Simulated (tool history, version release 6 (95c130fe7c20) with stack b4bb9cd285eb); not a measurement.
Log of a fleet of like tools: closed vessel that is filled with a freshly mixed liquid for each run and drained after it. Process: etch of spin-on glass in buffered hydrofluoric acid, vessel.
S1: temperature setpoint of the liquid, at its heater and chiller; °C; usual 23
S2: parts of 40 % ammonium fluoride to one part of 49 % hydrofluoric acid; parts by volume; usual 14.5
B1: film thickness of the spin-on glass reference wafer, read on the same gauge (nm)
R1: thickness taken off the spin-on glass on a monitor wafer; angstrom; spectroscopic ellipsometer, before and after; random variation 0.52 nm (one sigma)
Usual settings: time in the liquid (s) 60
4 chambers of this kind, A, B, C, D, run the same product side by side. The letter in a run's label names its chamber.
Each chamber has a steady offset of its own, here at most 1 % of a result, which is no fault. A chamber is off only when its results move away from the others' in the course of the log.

{"run": "1B", "day": 0.154, "S1": 23, "S2": 14.5, "time in the liquid (s)": 60, "B1": 130.02, "R1": 1323}
{"run": "2A", "day": 0.304, "S1": 23, "S2": 14.5, "time in the liquid (s)": 60, "B1": 130, "R1": 1333.2}
{"run": "3C", "day": 0.5, "S1": 23, "S2": 14.5, "time in the liquid (s)": 60, "B1": 130.02, "R1": 1322.3}
{"run": "4D", "day": 0.746, "S1": 23, "S2": 14.5, "time in the liquid (s)": 60, "B1": 130.02, "R1": 1330.9}
{"run": "5B", "day": 0.946, "S1": 23, "S2": 14.5, "time in the liquid (s)": 60, "B1": 130, "R1": 1320.8}
{"run": "6C", "day": 1.175, "S1": 23, "S2": 14.5, "time in the liquid (s)": 60, "B1": 130.02, "R1": 1318.9}
{"day": 1.433, "done": "chamber B: thermometer replaced"}
{"run": "7A", "day": 1.454, "S1": 23, "S2": 14.5, "time in the liquid (s)": 60, "B1": 130.01, "R1": 1338.6}
{"run": "8D", "day": 1.596, "S1": 23, "S2": 14.5, "time in the liquid (s)": 60, "B1": 130.02, "R1": 1331.5}
{"run": "9D", "day": 1.9, "S1": 23, "S2": 14.5, "time in the liquid (s)": 60, "B1": 130.02, "R1": 1330}
{"run": "10B", "day": 2.112, "S1": 23, "S2": 14.5, "time in the liquid (s)": 60, "B1": 129.99, "R1": 1327.2}
{"run": "11A", "day": 2.262, "S1": 23, "S2": 14.5, "time in the liquid (s)": 60, "B1": 130.01, "R1": 1330.1}
{"run": "12C", "day": 2.442, "S1": 23, "S2": 14.5, "time in the liquid (s)": 60, "B1": 129.98, "R1": 1319.1}
{"run": "13C", "day": 2.621, "S1": 23, "S2": 14.5, "time in the liquid (s)": 60, "B1": 129.99, "R1": 1332.9}
{"run": "14B", "day": 2.846, "S1": 23, "S2": 14.5, "time in the liquid (s)": 60, "B1": 129.99, "R1": 1321.3}
{"run": "15A", "day": 3.079, "S1": 23, "S2": 14.5, "time in the liquid (s)": 60, "B1": 129.99, "R1": 1336.1}
{"run": "16D", "day": 3.362, "S1": 23, "S2": 14.5, "time in the liquid (s)": 60, "B1": 130.01, "R1": 1332.4}
{"run": "17D", "day": 3.579, "S1": 23, "S2": 18.5, "time in the liquid (s)": 40, "B1": 130.01, "R1": 693.79}
{"run": "18B", "day": 3.779, "S1": 23, "S2": 18.5, "time in the liquid (s)": 40, "B1": 130, "R1": 695.17}
{"run": "19A", "day": 3.929, "S1": 23, "S2": 18.5, "time in the liquid (s)": 40, "B1": 129.98, "R1": 702.4}
{"run": "20C", "day": 4.138, "S1": 23, "S2": 18.5, "time in the liquid (s)": 40, "B1": 130.02, "R1": 692.89}
{"run": "21D", "day": 4.35, "S1": 23, "S2": 14.5, "time in the liquid (s)": 60, "B1": 130.01, "R1": 1331.5}
{"run": "22A", "day": 4.529, "S1": 23, "S2": 14.5, "time in the liquid (s)": 60, "B1": 130, "R1": 1341.9}
{"run": "23C", "day": 4.704, "S1": 23, "S2": 14.5, "time in the liquid (s)": 60, "B1": 130, "R1": 1321.4}
{"run": "24B", "day": 4.888, "S1": 23, "S2": 14.5, "time in the liquid (s)": 60, "B1": 130.03, "R1": 1327.4}
{"run": "25D", "day": 5.146, "S1": 23, "S2": 14.5, "time in the liquid (s)": 60, "B1": 129.98, "R1": 1328}
{"run": "26C", "day": 5.433, "S1": 23, "S2": 14.5, "time in the liquid (s)": 60, "B1": 130, "R1": 1324}
{"run": "27A", "day": 5.638, "S1": 23, "S2": 20.5, "time in the liquid (s)": 60, "B1": 130, "R1": 965.78}
{"run": "28B", "day": 5.808, "S1": 23, "S2": 20.5, "time in the liquid (s)": 60, "B1": 129.98, "R1": 944.2}
{"run": "29B", "day": 5.983, "S1": 23, "S2": 20.5, "time in the liquid (s)": 60, "B1": 129.98, "R1": 950.07}
{"run": "30D", "day": 6.262, "S1": 23, "S2": 20.5, "time in the liquid (s)": 60, "B1": 130.02, "R1": 946.27}
{"run": "31C", "day": 6.404, "S1": 23, "S2": 14.5, "time in the liquid (s)": 60, "B1": 129.99, "R1": 1324.5}
{"run": "32A", "day": 6.554, "S1": 23, "S2": 14.5, "time in the liquid (s)": 60, "B1": 129.98, "R1": 1334.9}
{"run": "33D", "day": 6.817, "S1": 23, "S2": 14.5, "time in the liquid (s)": 60, "B1": 129.97, "R1": 1330.1}
{"run": "34C", "day": 7.008, "S1": 23, "S2": 14.5, "time in the liquid (s)": 60, "B1": 130.01, "R1": 1323}
{"run": "35A", "day": 7.171, "S1": 23, "S2": 18.5, "time in the liquid (s)": 60, "B1": 129.99, "R1": 1053.8}
{"run": "36B", "day": 7.317, "S1": 23, "S2": 18.5, "time in the liquid (s)": 60, "B1": 129.99, "R1": 1045.7}
{"run": "37B", "day": 7.475, "S1": 23, "S2": 18.5, "time in the liquid (s)": 60, "B1": 130.01, "R1": 1046.3}
{"run": "38C", "day": 7.646, "S1": 23, "S2": 18.5, "time in the liquid (s)": 60, "B1": 130, "R1": 1035.7}
{"run": "39A", "day": 7.925, "S1": 23, "S2": 14.5, "time in the liquid (s)": 60, "B1": 130.01, "R1": 1340}
{"run": "40D", "day": 8.129, "S1": 23, "S2": 9, "time in the liquid (s)": 40, "B1": 129.99, "R1": 1357.7}
{"run": "41A", "day": 8.308, "S1": 23, "S2": 9, "time in the liquid (s)": 40, "B1": 130.01, "R1": 1381.8}

Next, every chamber runs the same settings. What will each give?
{"run": "42A", "day": 8.525, "S1": 23, "S2": 14.5, "time in the liquid (s)": 80, "R1": "?"}
{"run": "42B", "day": 8.525, "S1": 23, "S2": 14.5, "time in the liquid (s)": 80, "R1": "?"}
{"run": "42C", "day": 8.525, "S1": 23, "S2": 14.5, "time in the liquid (s)": 80, "R1": "?"}
{"run": "42D", "day": 8.525, "S1": 23, "S2": 14.5, "time in the liquid (s)": 80, "R1": "?"}

run=42A R1=1785.9
run=42B R1=1755.6
run=42C R1=1754.5
run=42D R1=1766.1
